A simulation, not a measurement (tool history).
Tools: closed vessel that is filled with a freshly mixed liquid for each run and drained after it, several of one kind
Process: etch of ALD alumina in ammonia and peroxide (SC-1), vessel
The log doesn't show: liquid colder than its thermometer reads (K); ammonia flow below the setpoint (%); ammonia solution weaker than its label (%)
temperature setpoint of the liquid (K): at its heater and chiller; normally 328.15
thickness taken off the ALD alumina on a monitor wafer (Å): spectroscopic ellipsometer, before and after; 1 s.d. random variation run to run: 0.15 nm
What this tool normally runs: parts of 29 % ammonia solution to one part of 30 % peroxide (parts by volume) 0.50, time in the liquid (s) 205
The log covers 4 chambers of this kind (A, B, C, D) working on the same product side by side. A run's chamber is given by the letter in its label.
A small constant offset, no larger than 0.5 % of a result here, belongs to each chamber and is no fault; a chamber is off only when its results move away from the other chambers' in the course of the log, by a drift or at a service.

| run | hour | temperature setpoint of the liquid (K) | parts of 29 % ammonia solution to one part of 30 % peroxide (parts by volume) | time in the liquid (s) | hours since the thermometer was replaced | hours since the ammonia flow meter was replaced | hours since the drum of ammonia solution was connected | read-back film thickness of the ALD alumina reference wafer, read on the same gauge (nm) | thickness taken off the ALD alumina on a monitor wafer (Å) |
|---|---|---|---|---|---|---|---|---|---|
| 1B | 7.5 | 328.15 | 0.50 | 205 | 906.3 | 988.3 | 491.4 | 79.974 | 158.870 |
|  | 10.7 | chamber D: new drum of ammonia solution connected |
| 2A | 17.3 | 328.15 | 0.50 | 205 | 209.2 | 1113.8 | 1084.3 | 80.035 | 160.710 |
| 3C | 26.0 | 328.15 | 0.50 | 205 | 1171.7 | 1855.6 | 190.0 | 79.992 | 159.940 |
| 4D | 38.1 | 328.15 | 0.50 | 205 | 284.8 | 2129.0 | 27.5 | 80.027 | 157.090 |
| 5C | 47.8 | 328.15 | 0.50 | 205 | 1193.5 | 1877.4 | 211.8 | 80.009 | 157.780 |
| 6A | 60.3 | 328.15 | 0.50 | 205 | 252.2 | 1156.8 | 1127.3 | 79.983 | 156.180 |
| 7D | 66.2 | 328.15 | 0.50 | 205 | 312.9 | 2157.1 | 55.6 | 79.987 | 157.010 |
| 8B | 78.2 | 328.15 | 0.50 | 205 | 977.0 | 1059.0 | 562.1 | 80.030 | 158.930 |
|  | 79.6 | chamber D: ammonia flow meter replaced |
| 9D | 84.6 | 328.15 | 0.50 | 205 | 331.3 | 5.0 | 74.0 | 79.981 | 159.030 |
| 10B | 95.5 | 328.15 | 0.50 | 205 | 994.3 | 1076.3 | 579.4 | 80.023 | 159.290 |
| 11C | 106.5 | 328.15 | 0.50 | 205 | 1252.2 | 1936.1 | 270.5 | 80.019 | 154.680 |
| 12A | 118.8 | 328.15 | 0.50 | 205 | 310.7 | 1215.3 | 1185.8 | 79.997 | 155.370 |
| 13B | 127.4 | 334.65 | 0.50 | 205 | 1026.2 | 1108.2 | 611.3 | 79.965 | 220.780 |
|  | 130.3 | chamber C: new drum of ammonia solution connected |
| 14C | 133.4 | 334.65 | 0.50 | 205 | 1279.1 | 1963.0 | 3.2 | 79.990 | 225.550 |
|  | 134.5 | chamber C: ammonia flow meter replaced |
| 15A | 145.3 | 334.65 | 0.50 | 205 | 337.2 | 1241.8 | 1212.3 | 80.007 | 210.190 |
|  | 146.8 | chamber A: new drum of ammonia solution connected |
| 16D | 152.8 | 334.65 | 0.50 | 205 | 399.5 | 73.2 | 142.2 | 80.010 | 220.130 |
| 17A | 159.3 | 328.15 | 0.50 | 205 | 351.2 | 1255.8 | 12.5 | 80.006 | 148.160 |
| 18D | 167.4 | 328.15 | 0.50 | 205 | 414.1 | 87.8 | 156.8 | 80.050 | 159.590 |
| 19C | 175.8 | 328.15 | 0.50 | 205 | 1321.5 | 41.3 | 45.6 | 80.012 | 160.990 |
| 20B | 182.6 | 328.15 | 0.50 | 205 | 1081.4 | 1163.4 | 666.5 | 80.008 | 158.110 |
| 21D | 194.6 | 328.15 | 0.50 | 205 | 441.3 | 115.0 | 184.0 | 79.998 | 160.120 |
|  | 198.8 | chamber C: thermometer replaced |
| 22C | 205.7 | 328.15 | 0.25 | 260 | 7.0 | 71.2 | 75.5 | 79.959 | 187.930 |
| 23B | 215.4 | 328.15 | 0.25 | 260 | 1114.2 | 1196.2 | 699.3 | 80.000 | 189.330 |
| 24A | 224.3 | 328.15 | 0.25 | 260 | 416.2 | 1320.8 | 77.5 | 79.956 | 172.050 |
| 25A | 231.9 | 328.15 | 0.25 | 260 | 423.8 | 1328.4 | 85.1 | 80.015 | 170.530 |
| 26C | 237.6 | 328.15 | 0.50 | 205 | 38.9 | 103.1 | 107.4 | 80.021 | 158.030 |
| 27D | 249.4 | 328.15 | 0.50 | 205 | 496.1 | 169.8 | 238.8 | 79.966 | 158.020 |
| 28B | 262.1 | 328.15 | 0.50 | 205 | 1160.9 | 1242.9 | 746.0 | 80.012 | 157.790 |
| 29B | 274.4 | 328.15 | 0.50 | 205 | 1173.2 | 1255.2 | 758.3 | 80.033 | 157.450 |
| 30C | 281.8 | 324.65 | 0.65 | 205 | 83.1 | 147.3 | 151.6 | 80.014 | 135.780 |
|  | 288.7 | chamber D: new drum of ammonia solution connected |
| 31D | 291.1 | 324.65 | 0.65 | 205 | 537.8 | 211.5 | 2.5 | 79.983 | 132.180 |
| 32A | 302.8 | 324.65 | 0.65 | 205 | 494.7 | 1399.3 | 156.0 | 79.983 | 118.490 |
| 33C | 313.3 | 324.65 | 0.65 | 205 | 114.6 | 178.8 | 183.1 | 80.020 | 132.800 |
| 34D | 322.8 | 328.15 | 0.50 | 205 | 569.5 | 243.2 | 34.2 | 79.973 | 156.590 |
| 35B | 328.5 | 328.15 | 0.50 | 205 | 1227.3 | 1309.3 | 812.4 | 80.028 | 157.350 |
| 36A | 339.9 | 328.15 | 0.70 | 90 | 531.8 | 1436.4 | 193.1 | 80.010 | 63.418 |

The same settings go to every chamber for the next run, one line per chamber below. Forecast the results for each:
| 37A | 349.0 | 328.15 | 0.50 | 270 |  |  |  |  | ? |
| 37B | 349.0 | 328.15 | 0.50 | 270 |  |  |  |  | ? |
| 37C | 349.0 | 328.15 | 0.50 | 270 |  |  |  |  | ? |
| 37D | 349.0 | 328.15 | 0.50 | 270 |  |  |  |  | ? |

| run | thickness taken off the ALD alumina on a monitor wafer (Å) |
|---|---|
| 37A | 181.040 |
| 37B | 208.790 |
| 37C | 210.520 |
| 37D | 209.330 |
